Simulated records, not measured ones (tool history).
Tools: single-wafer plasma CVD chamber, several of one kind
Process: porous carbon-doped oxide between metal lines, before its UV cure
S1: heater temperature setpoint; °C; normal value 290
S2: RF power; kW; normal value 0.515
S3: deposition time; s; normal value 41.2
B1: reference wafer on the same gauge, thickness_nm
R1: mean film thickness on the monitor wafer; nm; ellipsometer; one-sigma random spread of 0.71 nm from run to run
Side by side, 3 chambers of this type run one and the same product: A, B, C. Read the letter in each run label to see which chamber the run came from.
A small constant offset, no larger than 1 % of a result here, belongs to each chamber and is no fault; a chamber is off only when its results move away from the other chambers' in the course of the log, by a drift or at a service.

run	hour	S1	S2	S3	B1	R1
1B	10.9	290	0.515	41.2	274.97	238.37
2A	20.1	290	0.515	41.2	275.07	238.19
3C	27.6	290	0.515	41.2	274.98	238.49
4B	34.1	290	0.515	41.2	274.93	237.39
5C	39.9	290	0.515	41.2	275.13	239.52
6A	49.1	290	0.515	41.2	275.1	235.51
7A	53.9	290	0.515	41.2	275.12	237.74
8C	60.1	290	0.515	41.2	274.89	239.75
9B	66.9	290	0.515	41.2	274.93	237.49
10B	74.3	290	0.515	41.2	275.13	236.23
11A	79.6	290	0.585	41.2	275.04	258.27
# hour 84.3: chamber B: thermocouple changed; heater temperature recalibrated
12C	89.4	290	0.585	41.2	275.05	261.5
13A	95.9	290	0.585	41.2	274.89	257.88
14C	100.9	290	0.515	41.2	274.99	239.85
15B	110.9	290	0.515	41.2	275.23	229.57
16C	121	290	0.515	41.2	275.08	238.77
17B	128.7	290	0.515	41.2	274.97	229.75
18A	138.2	278	0.515	41.2	274.98	255.15
19A	143.9	278	0.515	41.2	274.99	255.06
20C	153	278	0.515	41.2	275.07	257.43
21B	162.4	290	0.515	41.2	274.9	230.09
22C	168.2	290	0.515	41.2	275	238.96
23B	178.8	290	0.515	41.2	275.17	231.35
24A	187.3	290	0.515	44.8	275.06	257.57
25A	196.8	290	0.515	44.8	275.16	258.07
26B	202.8	290	0.515	44.8	274.98	249.25
27C	211.9	290	0.515	41.2	275.17	239.91
28B	219.4	290	0.515	41.2	274.99	228.33
29C	225.5	290	0.515	41.2	274.97	239.08
30A	232.6	290	0.515	41.2	275.06	237.78
31A	239.1	290	0.515	41.2	274.99	237.76
32B	247	290	0.515	41.2	275.01	229.51
33C	253.6	290	0.515	41.2	274.77	239.17
34B	263.3	290	0.515	41.2	275.01	229.36
35C	271	290	0.515	41.2	275.08	239.77

The same settings go to every chamber for the next run, one line per chamber below. Forecast the results for each:
36A	279	290	0.515	41.2		?
36B	279	290	0.515	41.2		?
36C	279	290	0.515	41.2		?

run	R1
36A	236.96
36B	230.78
36C	238.61
